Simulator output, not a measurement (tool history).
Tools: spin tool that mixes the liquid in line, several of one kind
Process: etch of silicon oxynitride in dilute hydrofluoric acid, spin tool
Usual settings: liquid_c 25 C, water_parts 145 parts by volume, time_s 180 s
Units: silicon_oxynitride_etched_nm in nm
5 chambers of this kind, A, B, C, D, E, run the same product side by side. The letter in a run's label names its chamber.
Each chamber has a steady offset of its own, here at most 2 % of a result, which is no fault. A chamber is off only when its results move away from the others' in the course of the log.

run   hour  liquid_c  water_parts  time_s  read-back film thickness of the silicon oxynitride reference wafer, read on the same gauge (nm)  silicon_oxynitride_etched_nm
 1A    3.9        25          145     180                                                                                           99.969                        3.6417
 2D      8        25          145     180                                                                                           99.997                        3.5852
 3E     12        25          145     180                                                                                           99.958                        3.5332
 4B   15.3        25          145     180                                                                                           99.979                        3.5886
 5C   20.2        25          145     180                                                                                           99.991                        3.5521
      22.5  -- chamber C: thermometer replaced
 6A     26        25          145     180                                                                                           100.01                        3.6148
 7D   30.4        25          205      75                                                                                           100.01                       0.99376
 8E   34.7        25          205      75                                                                                           99.998                       0.98247
 9C   41.3        25          205      75                                                                                           100.01                        1.0111
10B   48.1        25          205      75                                                                                           99.959                       0.99694
11A   51.7        25          205      75                                                                                           100.02                        1.0122
12E   56.9        25          145     180                                                                                           100.01                        3.5454
13D   62.5        25          200     180                                                                                           100.05                        2.4729
14B   66.2        25          200     180                                                                                           99.974                        2.5068
15C   71.8        25          200     180                                                                                           100.03                         2.469
16D   75.9        25          200     180                                                                                           100.02                        2.4985
17A     80        25          200     180                                                                                           100.04                        2.5162
18B   85.1        25          145     180                                                                                           100.04                        3.5765
19C   89.3        25          145     180                                                                                           99.942                        3.5935
20E   94.9        25          145     180                                                                                           100.01                        3.5501
21C  100.2        25          145     180                                                                                           99.991                        3.5662
22E  104.8        25          145     180                                                                                           99.971                        3.5283
23B  109.4        25          145     180                                                                                           99.989                        3.5629
24D  114.1        25          145     180                                                                                           100.03                        3.5478
25A  117.2        25          145     180                                                                                           100.01                        3.5759
26A  120.7        21          145     180                                                                                           99.986                        3.0162
27E  124.6        21          145     180                                                                                           100.02                        2.9431
28B  128.2        21          145     180                                                                                           99.986                        2.9694
29C  131.3        21          145     180                                                                                           100.01                        3.0053
30D  137.9        21          145     180                                                                                           100.03                        2.9712

Is one chamber off against the others, does the gauge drift, or is nothing wrong? If a chamber is off, say which, and what the likeliest cause is.

No chamber stands off beyond its own small offset, and the gauge holds steady.

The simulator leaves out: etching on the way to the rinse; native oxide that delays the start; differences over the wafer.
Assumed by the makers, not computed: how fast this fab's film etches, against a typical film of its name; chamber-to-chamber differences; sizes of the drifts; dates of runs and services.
